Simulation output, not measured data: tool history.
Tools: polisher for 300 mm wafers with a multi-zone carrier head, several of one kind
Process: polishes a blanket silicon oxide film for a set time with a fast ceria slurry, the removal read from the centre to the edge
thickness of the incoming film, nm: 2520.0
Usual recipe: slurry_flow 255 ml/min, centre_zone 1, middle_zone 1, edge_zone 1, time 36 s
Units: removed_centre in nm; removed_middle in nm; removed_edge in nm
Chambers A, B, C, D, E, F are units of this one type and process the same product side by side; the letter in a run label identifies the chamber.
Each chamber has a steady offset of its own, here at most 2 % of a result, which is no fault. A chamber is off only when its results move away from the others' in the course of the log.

run   hour  slurry_flow  centre_zone  middle_zone  edge_zone  time  wafers polished on this pad  hours since the slurry nozzle was cleaned  hours since the centre zone pressure was calibrated  hours since the edge zone pressure was calibrated  removed_centre  removed_middle  removed_edge
 1F      9          255            1            1          1    36                         1147                                       17.8                                                722.7                                             1080.5          369.25          361.87         366.1
 2D   19.2          255            1            1          1    36                          179                                      135.1                                                597.8                                                904          365.33          363.33        367.06
 3B   29.9          255            1            1          1    36                         1034                                      143.5                                                534.8                                              616.7          370.91           363.6        372.31
        33  -- chamber B: centre zone pressure recalibrated
 4E   37.4          255            1            1          1    36                          827                                      136.6                                                 55.6                                              716.4          370.54          364.81        371.78
      39.4  -- chamber B: worn pad replaced by a new one
      42.4  -- chamber F: worn pad replaced by a new one
 5C   47.1          255            1            1          1    36                         1359                                      180.2                                                 68.2                                                699          363.95          367.68        360.94
        50  -- chamber E: worn pad replaced by a new one
      53.2  -- chamber F: edge zone pressure recalibrated
 6A     59          255            1            1          1    36                          512                                      248.2                                                  329                                              931.7          362.06           366.8        359.69
      59.9  -- chamber D: edge zone pressure recalibrated
 7C   70.8          255            1            1          1    36                         1526                                      203.9                                                 91.9                                              722.7          361.24          370.96        356.88
        76  -- chamber C: worn pad replaced by a new one
 8B   77.9          255            1            1          1    36                          272                                      191.5                                                 44.9                                              664.7          372.27          363.72        363.05
 9F   84.3          255            1            1          1    36                          295                                       93.1                                                  798                                               31.1           363.4           359.4        369.21
10D   95.3          255            1            1          1    36                          716                                      211.2                                                673.9                                               35.5          369.08          371.22        375.58
11E  104.9          255            1         1.04          1    36                          388                                      204.1                                                123.1                                              783.9          366.92          380.58        365.45
12A  115.3          255            1         1.04          1    36                          909                                      304.5                                                385.3                                                988          361.63          376.76        370.41
13A  123.2          255            1         1.04          1    36                          965                                      312.4                                                393.2                                              995.9          363.07          374.21        366.79
14F  131.7          255            1         1.04          1    36                          630                                      140.5                                                845.4                                               78.5           366.3          372.89        364.89
15E  137.8          255            1         1.04          1    36                          620                                        237                                                  156                                              816.8          365.92           378.4        364.34
16D  143.8          255            1         1.04          1    36                         1058                                      259.7                                                722.4                                                 84          367.93          380.28        367.35
17B  151.8          255            1            1          1    36                          793                                      265.4                                                118.8                                              738.6          366.74          366.27        366.93
     156.3  -- chamber D: worn pad replaced by a new one
18C  159.9          255            1            1          1    36                          592                                        293                                                  181                                              811.8          358.93          369.84         358.6
     162.6  -- chamber B: worn pad replaced by a new one
     165.3  -- chamber E: worn pad replaced by a new one
19E  165.8          255            1            1          1    36                            3                                        265                                                  184                                              844.8          374.34          366.33        363.29
20D  176.5          255            1            1          1    36                          143                                      292.4                                                755.1                                              116.7          369.69          365.39        368.45
21B  184.5          255            1            1          1    36                          154                                      298.1                                                151.5                                              771.3           364.6          362.46        366.91
22A  194.1          255            1            1          1    36                         1465                                      383.3                                                464.1                                             1066.8          364.59          363.48        363.48
     198.8  -- chamber A: worn pad replaced by a new one
23C  201.5          255            1            1          1    36                          886                                      334.6                                                222.6                                              853.4           359.4          364.69        366.82
24F  209.4          255            1            1          1    32                         1178                                      218.2                                                923.1                                              156.2          320.13          321.09        321.93
     210.8  -- chamber F: worn pad replaced by a new one
25D  221.5          255            1            1          1    32                          460                                      337.4                                                800.1                                              161.7          325.29          328.19        329.74
26B  230.8          255            1            1          1    32                          481                                      344.4                                                197.8                                              817.6          322.39          322.87         324.1
     235.6  -- chamber A: edge zone pressure recalibrated
27F  236.9          255            1            1          1    32                          184                                      245.7                                                950.6                                              183.7          330.41          324.52        327.52
     243.2  -- chamber C: worn pad replaced by a new one
     245.6  -- chamber E: edge zone pressure recalibrated
28E  246.9          255            1            1          1    32                          575                                      346.1                                                265.1                                                1.4          327.24          323.34        325.49
     251.5  -- chamber F: slurry nozzle cleaned
29C  257.8          255            1            1          1    32                          103                                      390.9                                                278.9                                              909.7          323.59          326.34        322.58
30A  263.2          195            1          0.9          1    36                          454                                      452.4                                                533.2                                               27.7          356.34          320.83        350.64
31D  273.4          195            1          0.9          1    36                          826                                      389.3                                                  852                                              213.6          348.69          319.19        351.95
       281  -- chamber C: centre zone pressure recalibrated
32F  285.5          195            1          0.9          1    36                          527                                         34                                                999.2                                              232.3          347.49          319.08        355.81
33A  292.6          195            1          0.9          1    36                          662                                      481.8                                                562.6                                               57.1          353.64          320.54        360.12
     294.3  -- chamber E: worn pad replaced by a new one
34B  300.3          195            1          0.9          1    36                          971                                      413.9                                                267.3                                              887.1          354.81          318.17        360.47
     310.5  -- chamber D: worn pad replaced by a new one
35E  310.6          195            1          0.9          1    36                          115                                      409.8                                                328.8                                               65.1          357.39          318.85        357.77
     318.4  -- chamber B: worn pad replaced by a new one
36C  320.1          255            1            1          1    36                          543                                      453.2                                                 39.1                                                972          356.59          370.48        360.95
37E  330.4          255            1            1       1.05    36                          254                                      429.6                                                348.6                                               84.9          367.62           362.6        378.27
38A  336.6          255            1            1       1.05    36                          972                                      525.8                                                606.6                                              101.1          363.08          363.37        373.94
39D    344          255            1            1       1.05    36                          236                                      459.9                                                922.6                                              284.2          370.85          368.39        370.94
40C  351.1          255            1            1       1.05    36                          761                                      484.2                                                 70.1                                               1003          360.23          368.14        380.03
41B  362.5          255            1            1       1.05    36                          311                                      476.1                                                329.5                                              949.3          366.98          363.51        373.93
42F  372.5          255            1            1       1.05    36                         1141                                        121                                               1086.2                                              319.3          360.24          366.84        372.19
     375.6  -- chamber F: worn pad replaced by a new one
43E  380.5          255            1            1          1    36                          608                                      479.7                                                398.7                                                135          362.27          364.76        364.93
44F  390.6          255            1            1          1    36                          106                                      139.1                                               1104.3                                              337.4          364.61          359.87         375.6

All 6 chambers run these settings next. Forecast each chamber's results:
45A  399.4          255            1            1          1    36                                                                                                                                                                                               ?               ?             ?
45B  399.4          255            1            1          1    36                                                                                                                                                                                               ?               ?             ?
45C  399.4          255            1            1          1    36                                                                                                                                                                                               ?               ?             ?
45D  399.4          255            1            1          1    36                                                                                                                                                                                               ?               ?             ?
45E  399.4          255            1            1          1    36                                                                                                                                                                                               ?               ?             ?
45F  399.4          255            1            1          1    36                                                                                                                                                                                               ?               ?             ?

run  removed_centre  removed_middle  removed_edge
45A           366.8          369.13        364.84
45B           371.7          358.76        361.06
45C          361.76           371.2        360.85
45D           365.4          362.68        364.55
45E           363.4          364.76        370.87
45F          363.96          366.72        359.62

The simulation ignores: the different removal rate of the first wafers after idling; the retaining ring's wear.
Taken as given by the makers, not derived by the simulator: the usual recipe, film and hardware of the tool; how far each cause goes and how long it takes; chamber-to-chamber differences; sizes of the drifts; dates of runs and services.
